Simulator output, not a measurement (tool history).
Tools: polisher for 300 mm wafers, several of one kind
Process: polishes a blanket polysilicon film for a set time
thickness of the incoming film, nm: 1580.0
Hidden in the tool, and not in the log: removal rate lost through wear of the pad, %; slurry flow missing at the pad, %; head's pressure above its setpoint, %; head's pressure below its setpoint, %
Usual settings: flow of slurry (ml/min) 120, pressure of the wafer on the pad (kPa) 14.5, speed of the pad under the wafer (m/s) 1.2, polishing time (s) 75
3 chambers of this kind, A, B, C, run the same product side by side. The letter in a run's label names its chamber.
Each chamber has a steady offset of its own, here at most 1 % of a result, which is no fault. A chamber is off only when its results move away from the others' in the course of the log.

| run | hour | flow of slurry (ml/min) | pressure of the wafer on the pad (kPa) | speed of the pad under the wafer (m/s) | polishing time (s) | wafers polished on this pad | hours since the slurry nozzle was cleaned | hours since the head pressure was calibrated | film removed (angstrom) |
|---|---|---|---|---|---|---|---|---|---|
|  | 0.9 | chamber B: worn pad replaced by a new one |
| 1B | 9.8 | 120 | 14.5 | 1.2 | 75 | 98 | 93.6 | 496.4 | 6191 |
|  | 16.5 | chamber A: worn pad replaced by a new one |
| 2C | 21.5 | 120 | 14.5 | 1.2 | 75 | 575 | 115.1 | 968.3 | 6420.5 |
| 3A | 27 | 120 | 14.5 | 1.2 | 75 | 117 | 265.2 | 258.3 | 6221.9 |
| 4A | 37.8 | 120 | 14.5 | 1.2 | 75 | 236 | 276 | 269.1 | 6321 |
| 5B | 48.2 | 150 | 14.5 | 1.44 | 75 | 524 | 132 | 534.8 | 7818.8 |
|  | 52.9 | chamber B: worn pad replaced by a new one |
| 6C | 55.6 | 150 | 14.5 | 1.44 | 75 | 953 | 149.2 | 1002.4 | 8169.5 |
| 7C | 62.1 | 150 | 14.5 | 1.44 | 75 | 1025 | 155.7 | 1008.9 | 7861.8 |
| 8A | 67.9 | 120 | 14.5 | 1.2 | 75 | 570 | 306.1 | 299.2 | 6187 |
| 9B | 73.5 | 120 | 14.5 | 1.2 | 75 | 228 | 157.3 | 560.1 | 6042.6 |
|  | 74.6 | chamber B: head pressure recalibrated |
|  | 81.2 | chamber C: worn pad replaced by a new one |
| 10A | 81.6 | 120 | 14.5 | 1.2 | 75 | 722 | 319.8 | 312.9 | 6233.3 |
|  | 84.6 | chamber A: worn pad replaced by a new one |
| 11C | 88.4 | 120 | 14.5 | 1.2 | 75 | 79 | 182 | 1035.2 | 6388.3 |
|  | 92.2 | chamber C: head pressure recalibrated |
| 12B | 93.8 | 120 | 14.5 | 1.2 | 75 | 453 | 177.6 | 19.2 | 6102.9 |
| 13A | 104 | 85 | 14.5 | 1.2 | 75 | 215 | 342.2 | 335.3 | 5730.1 |
|  | 105.4 | chamber B: worn pad replaced by a new one |
| 14C | 109.4 | 85 | 14.5 | 1.2 | 75 | 312 | 203 | 17.3 | 5768.6 |
| 15B | 118.9 | 85 | 14.5 | 1.2 | 75 | 149 | 202.7 | 44.3 | 5672.7 |
| 16A | 128.2 | 120 | 14.5 | 1.2 | 75 | 483 | 366.4 | 359.5 | 6154.6 |
| 17C | 135.8 | 120 | 14.5 | 1.2 | 75 | 604 | 229.4 | 43.7 | 6241.4 |
| 18B | 147.2 | 120 | 14.5 | 1.2 | 75 | 463 | 231 | 72.6 | 6340.4 |
|  | 151.3 | chamber A: worn pad replaced by a new one |
| 19A | 156.3 | 120 | 14.5 | 1.2 | 75 | 56 | 394.5 | 387.6 | 6263.2 |
| 20C | 165.2 | 120 | 14.5 | 1.2 | 75 | 930 | 258.8 | 73.1 | 6393.6 |
|  | 166.5 | chamber B: worn pad replaced by a new one |
| 21B | 171 | 120 | 14.5 | 1.2 | 75 | 50 | 254.8 | 96.4 | 6164.5 |
| 22A | 180.8 | 120 | 14.5 | 1.2 | 75 | 327 | 419 | 412.1 | 6280.4 |
| 23C | 189.6 | 120 | 14.5 | 1.2 | 75 | 1200 | 283.2 | 97.5 | 6365.6 |
|  | 197.8 | chamber C: worn pad replaced by a new one |
| 24B | 198.1 | 120 | 14.5 | 1.2 | 75 | 350 | 281.9 | 123.5 | 6208.6 |
| 25C | 205.6 | 120 | 14.5 | 1.2 | 75 | 86 | 299.2 | 113.5 | 6380.1 |
| 26A | 212.7 | 120 | 14.5 | 1.2 | 75 | 680 | 450.9 | 444 | 6084.7 |
|  | 218.3 | chamber A: worn pad replaced by a new one |
| 27B | 218.8 | 90 | 14.5 | 1.6 | 75 | 579 | 302.6 | 144.2 | 7602.6 |
|  | 222.2 | chamber B: worn pad replaced by a new one |
| 28B | 227.9 | 90 | 14.5 | 1.6 | 75 | 63 | 311.7 | 153.3 | 7639.6 |
| 29A | 237.9 | 90 | 14.5 | 1.6 | 75 | 217 | 476.1 | 469.2 | 7780.5 |
| 30C | 249.1 | 120 | 14.5 | 1.2 | 75 | 568 | 342.7 | 157 | 6211.6 |

What goes on in this fleet: one chamber off, a drifting gauge, or nothing beyond the chambers' own small offsets? Name the chamber and the cause, if any.

No chamber stands off beyond its own small offset, and the gauge holds steady.
